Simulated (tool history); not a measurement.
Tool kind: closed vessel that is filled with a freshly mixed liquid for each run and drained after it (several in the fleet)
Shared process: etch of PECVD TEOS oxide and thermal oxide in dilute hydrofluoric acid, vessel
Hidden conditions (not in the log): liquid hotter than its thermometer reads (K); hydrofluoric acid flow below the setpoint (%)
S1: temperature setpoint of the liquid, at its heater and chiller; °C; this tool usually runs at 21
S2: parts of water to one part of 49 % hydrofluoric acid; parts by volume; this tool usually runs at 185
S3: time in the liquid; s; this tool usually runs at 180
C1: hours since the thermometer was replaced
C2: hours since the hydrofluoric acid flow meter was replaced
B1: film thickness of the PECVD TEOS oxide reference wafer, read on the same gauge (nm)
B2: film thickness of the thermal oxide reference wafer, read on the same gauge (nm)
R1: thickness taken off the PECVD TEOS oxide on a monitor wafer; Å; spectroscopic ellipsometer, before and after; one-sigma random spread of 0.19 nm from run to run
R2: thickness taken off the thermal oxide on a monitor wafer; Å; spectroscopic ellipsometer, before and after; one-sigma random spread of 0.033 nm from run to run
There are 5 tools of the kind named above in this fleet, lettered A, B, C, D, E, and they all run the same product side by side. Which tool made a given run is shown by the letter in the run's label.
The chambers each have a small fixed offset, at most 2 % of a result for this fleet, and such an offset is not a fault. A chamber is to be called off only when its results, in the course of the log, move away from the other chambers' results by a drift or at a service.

Run 1A, hour 13.5: usual settings; C1 1935; C2 574.8; B1 59.998; B2 110.03. Result: R1 212.88 Å, R2 35.72 Å.
Run 2D, hour 20.3: usual settings; C1 202.7; C2 449.8; B1 60.007; B2 109.98. Result: R1 210.83 Å, R2 35.999 Å.
Run 3E, hour 31.2: usual settings; C1 686.2; C2 829.2; B1 60.011; B2 110.01. Result: R1 213.33 Å, R2 35.531 Å.
Run 4C, hour 40.9: usual settings; C1 115.2; C2 370.8; B1 59.983; B2 109.99. Result: R1 211.1 Å, R2 35.511 Å.
Run 5B, hour 49.9: usual settings; C1 615; C2 974; B1 59.988; B2 110.02. Result: R1 214.28 Å, R2 35.642 Å.
Run 6D, hour 59.2: usual settings; C1 241.6; C2 488.7; B1 59.998; B2 110. Result: R1 207.35 Å, R2 35.817 Å.
At hour 61: chamber E: hydrofluoric acid flow meter replaced.
Run 7B, hour 69.5: usual settings but S1 18.5 °C, S3 125 s; C1 634.6; C2 993.6; B1 59.984; B2 110.05. Result: R1 133.22 Å, R2 22.421 Å.
Run 8E, hour 76.9: usual settings but S1 18.5 °C, S3 125 s; C1 731.9; C2 16; B1 60.005; B2 109.99. Result: R1 132.93 Å, R2 22.101 Å.
Run 9C, hour 88.4: usual settings but S1 18.5 °C, S3 125 s; C1 162.7; C2 418.3; B1 60.006; B2 109.98. Result: R1 134.45 Å, R2 21.981 Å.
Run 10A, hour 96: usual settings but S1 18.5 °C, S3 125 s; C1 2017.5; C2 657.3; B1 60.006; B2 110. Result: R1 133.06 Å, R2 22.414 Å.
Run 11A, hour 105.1: usual settings but S1 18.5 °C, S3 125 s; C1 2026.6; C2 666.4; B1 60.009; B2 109.99. Result: R1 134.65 Å, R2 22.497 Å.
Run 12D, hour 119.3: usual settings; C1 301.7; C2 548.8; B1 59.95; B2 109.99. Result: R1 210.42 Å, R2 35.294 Å.
Run 13C, hour 128.9: usual settings; C1 203.2; C2 458.8; B1 59.973; B2 110.01. Result: R1 212.83 Å, R2 35.117 Å.
Run 14B, hour 138.8: usual settings but S3 215 s; C1 703.9; C2 1062.9; B1 60.018; B2 110.02. Result: R1 256.71 Å, R2 43.069 Å.
Run 15E, hour 148.8: usual settings but S3 215 s; C1 803.8; C2 87.9; B1 60.013; B2 110.01. Result: R1 252.08 Å, R2 42.47 Å.
Run 16E, hour 160.6: usual settings but S3 215 s; C1 815.6; C2 99.7; B1 59.988; B2 110. Result: R1 254.28 Å, R2 42.645 Å.
Run 17C, hour 169.6: usual settings but S3 215 s; C1 243.9; C2 499.5; B1 59.986; B2 109.99. Result: R1 248.06 Å, R2 41.154 Å.
Run 18B, hour 183.1: usual settings but S3 215 s; C1 748.2; C2 1107.2; B1 60.002; B2 109.96. Result: R1 255.92 Å, R2 42.04 Å.
Run 19D, hour 196.4: usual settings but S2 120 parts by volume; C1 378.8; C2 625.9; B1 59.989; B2 109.98. Result: R1 345.38 Å, R2 59.578 Å.
Run 20A, hour 207.2: usual settings but S2 120 parts by volume; C1 2128.7; C2 768.5; B1 60.015; B2 109.99. Result: R1 351.11 Å, R2 59.233 Å.
Run 21B, hour 220.6: usual settings but S2 120 parts by volume; C1 785.7; C2 1144.7; B1 59.991; B2 110.04. Result: R1 354.25 Å, R2 59.392 Å.
Run 22E, hour 233.8: usual settings but S2 120 parts by volume; C1 888.8; C2 172.9; B1 60.022; B2 110.03. Result: R1 348.07 Å, R2 56.931 Å.
Run 23D, hour 243.7: usual settings but S2 120 parts by volume; C1 426.1; C2 673.2; B1 59.958; B2 109.97. Result: R1 340.17 Å, R2 58.875 Å.
Run 24A, hour 252.4: usual settings but S2 225 parts by volume, S3 250 s; C1 2173.9; C2 813.7; B1 59.997; B2 109.97. Result: R1 238.82 Å, R2 39.844 Å.
Run 25C, hour 266.5: usual settings but S2 225 parts by volume, S3 250 s; C1 340.8; C2 596.4; B1 60.005; B2 110.01. Result: R1 216.01 Å, R2 35.504 Å.
At hour 274.4: chamber A: hydrofluoric acid flow meter replaced.
Run 26D, hour 279.6: usual settings but S2 225 parts by volume, S3 250 s; C1 462; C2 709.1; B1 60.012; B2 109.98. Result: R1 228.29 Å, R2 39.229 Å.
Run 27E, hour 288.4: usual settings but S2 225 parts by volume, S3 250 s; C1 943.4; C2 227.5; B1 59.994; B2 109.99. Result: R1 233.29 Å, R2 39.027 Å.
Run 28B, hour 297.2: usual settings but S2 225 parts by volume, S3 250 s; C1 862.3; C2 1221.3; B1 60.002; B2 109.99. Result: R1 232.95 Å, R2 38.727 Å.
Run 29C, hour 306.6: usual settings; C1 380.9; C2 636.5; B1 60.03; B2 109.97. Result: R1 189.08 Å, R2 31.927 Å.
Run 30A, hour 315: usual settings; C1 2236.5; C2 40.7; B1 60.017; B2 109.99. Result: R1 212.23 Å, R2 35.42 Å.
Run 31E, hour 322.8: usual settings; C1 977.8; C2 261.9; B1 60.007; B2 110.02. Result: R1 210.4 Å, R2 35.311 Å.

What goes on in this fleet: one chamber off, a drifting gauge, or nothing beyond the chambers' own small offsets? Name the chamber and the cause, if any.

It is chamber C that slowly wanders off from its peers.
Most likely cause: hydrofluoric acid flow below the setpoint (%) = 10.1.

Which of the 4 candidates below, each the usual settings with something changed and its results left as question marks, puts chamber C back in line with what the other chambers give on the usual settings?
Maximum distance from the other chambers' mean on the usual settings for a result to count as in line: R1 6.6 Å; R2 1.2 Å
Run 32C-1, hour 333.5: usual settings but S2 180 parts by volume, S3 185 s. Result: R1 ?, R2 ?.
Run 32C-2, hour 333.5: usual settings but S2 190 parts by volume, S3 175 s. Result: R1 ?, R2 ?.
Run 32C-3, hour 333.5: usual settings but S2 175 parts by volume, S3 190 s. Result: R1 ?, R2 ?.
Run 32C-4, hour 333.5: usual settings but S2 195 parts by volume, S3 170 s. Result: R1 ?, R2 ?.

On the usual settings, the other chambers give on average: R1 212.22 Å; R2 35.55 Å
  run      R1      R2
32C-1  198.31  33.043
32C-2  175.67  29.272
32C-3   210.7  35.107
32C-4  165.33  27.549
With 32C-3, the chamber falls back in line with the rest.

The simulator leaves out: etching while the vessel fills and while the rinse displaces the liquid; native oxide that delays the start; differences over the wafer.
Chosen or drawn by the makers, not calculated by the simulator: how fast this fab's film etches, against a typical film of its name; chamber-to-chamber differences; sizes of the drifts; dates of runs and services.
